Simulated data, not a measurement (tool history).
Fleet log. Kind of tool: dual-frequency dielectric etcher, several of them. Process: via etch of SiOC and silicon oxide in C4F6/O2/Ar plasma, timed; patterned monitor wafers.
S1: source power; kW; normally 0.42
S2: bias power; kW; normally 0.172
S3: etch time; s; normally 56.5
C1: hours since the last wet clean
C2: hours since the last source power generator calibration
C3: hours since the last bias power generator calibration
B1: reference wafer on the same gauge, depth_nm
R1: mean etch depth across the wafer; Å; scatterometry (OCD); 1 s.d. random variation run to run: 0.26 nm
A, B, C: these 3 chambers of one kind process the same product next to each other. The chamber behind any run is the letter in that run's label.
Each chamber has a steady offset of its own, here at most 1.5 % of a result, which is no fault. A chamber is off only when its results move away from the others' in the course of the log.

run 1B hour=7.2 | S1=0.42 S2=0.172 S3=56.5 | C1=151.7 C2=1008.3 C3=1236.3 | B1=55.888 | R1=634.87
run 2A hour=11.6 | S1=0.42 S2=0.172 S3=56.5 | C1=70.2 C2=1068.9 C3=3771.9 | B1=55.897 | R1=644.9
run 3C hour=15.6 | S1=0.42 S2=0.172 S3=56.5 | C1=93 C2=2394.2 C3=2947.4 | B1=55.936 | R1=652.12
run 4A hour=20.2 | S1=0.42 S2=0.172 S3=56.5 | C1=78.8 C2=1077.5 C3=3780.5 | B1=55.891 | R1=641.55
run 5B hour=25.9 | S1=0.42 S2=0.172 S3=56.5 | C1=170.4 C2=1027 C3=1255 | B1=55.879 | R1=635.65
run 6C hour=30.3 | S1=0.42 S2=0.172 S3=56.5 | C1=107.7 C2=2408.9 C3=2962.1 | B1=55.89 | R1=653.11
run 7B hour=35.2 | S1=0.42 S2=0.172 S3=56.5 | C1=179.7 C2=1036.3 C3=1264.3 | B1=55.934 | R1=633.57
run 8C hour=41.9 | S1=0.42 S2=0.172 S3=56.5 | C1=119.3 C2=2420.5 C3=2973.7 | B1=55.894 | R1=646.93
run 9A hour=48.7 | S1=0.42 S2=0.172 S3=56.5 | C1=107.3 C2=1106 C3=3809 | B1=55.875 | R1=641.1
run 10A hour=53 | S1=0.42 S2=0.172 S3=56.5 | C1=111.6 C2=1110.3 C3=3813.3 | B1=55.891 | R1=641.14
run 11C hour=57.9 | S1=0.42 S2=0.191 S3=56.5 | C1=135.3 C2=2436.5 C3=2989.7 | B1=55.981 | R1=671.57
run 12B hour=64 | S1=0.42 S2=0.191 S3=56.5 | C1=208.5 C2=1065.1 C3=1293.1 | B1=55.884 | R1=651.53
run 13B hour=70.9 | S1=0.42 S2=0.191 S3=56.5 | C1=215.4 C2=1072 C3=1300 | B1=55.86 | R1=650.14
run 14A hour=77.3 | S1=0.42 S2=0.172 S3=56.5 | C1=135.9 C2=1134.6 C3=3837.6 | B1=55.919 | R1=645.07
run 15C hour=83.3 | S1=0.42 S2=0.172 S3=56.5 | C1=160.7 C2=2461.9 C3=3015.1 | B1=55.931 | R1=643.3
run 16C hour=90.5 | S1=0.42 S2=0.172 S3=56.5 | C1=167.9 C2=2469.1 C3=3022.3 | B1=55.897 | R1=654.17
run 17A hour=96.1 | S1=0.42 S2=0.172 S3=56.5 | C1=154.7 C2=1153.4 C3=3856.4 | B1=55.897 | R1=644.17
run 18B hour=100.8 | S1=0.42 S2=0.172 S3=56.5 | C1=245.3 C2=1101.9 C3=1329.9 | B1=55.908 | R1=620.85
run 19A hour=107.9 | S1=0.42 S2=0.172 S3=56.5 | C1=166.5 C2=1165.2 C3=3868.2 | B1=55.932 | R1=648.43
run 20C hour=114.5 | S1=0.42 S2=0.172 S3=56.5 | C1=191.9 C2=2493.1 C3=3046.3 | B1=55.882 | R1=653.75
run 21B hour=120.2 | S1=0.42 S2=0.172 S3=56.5 | C1=264.7 C2=1121.3 C3=1349.3 | B1=55.918 | R1=621.65
run 22C hour=126.5 | S1=0.42 S2=0.172 S3=56.5 | C1=203.9 C2=2505.1 C3=3058.3 | B1=55.892 | R1=648.41
run 23B hour=130.7 | S1=0.42 S2=0.172 S3=56.5 | C1=275.2 C2=1131.8 C3=1359.8 | B1=55.887 | R1=615.01

All chambers now run identical settings, listed one chamber a line with results as question marks. What results will each chamber show?
run 24A hour=136 | S1=0.42 S2=0.185 S3=56.5 | R1=?
run 24B hour=136 | S1=0.42 S2=0.185 S3=56.5 | R1=?
run 24C hour=136 | S1=0.42 S2=0.185 S3=56.5 | R1=?

run=24A R1=662.43
run=24B R1=629.4
run=24C R1=666.91

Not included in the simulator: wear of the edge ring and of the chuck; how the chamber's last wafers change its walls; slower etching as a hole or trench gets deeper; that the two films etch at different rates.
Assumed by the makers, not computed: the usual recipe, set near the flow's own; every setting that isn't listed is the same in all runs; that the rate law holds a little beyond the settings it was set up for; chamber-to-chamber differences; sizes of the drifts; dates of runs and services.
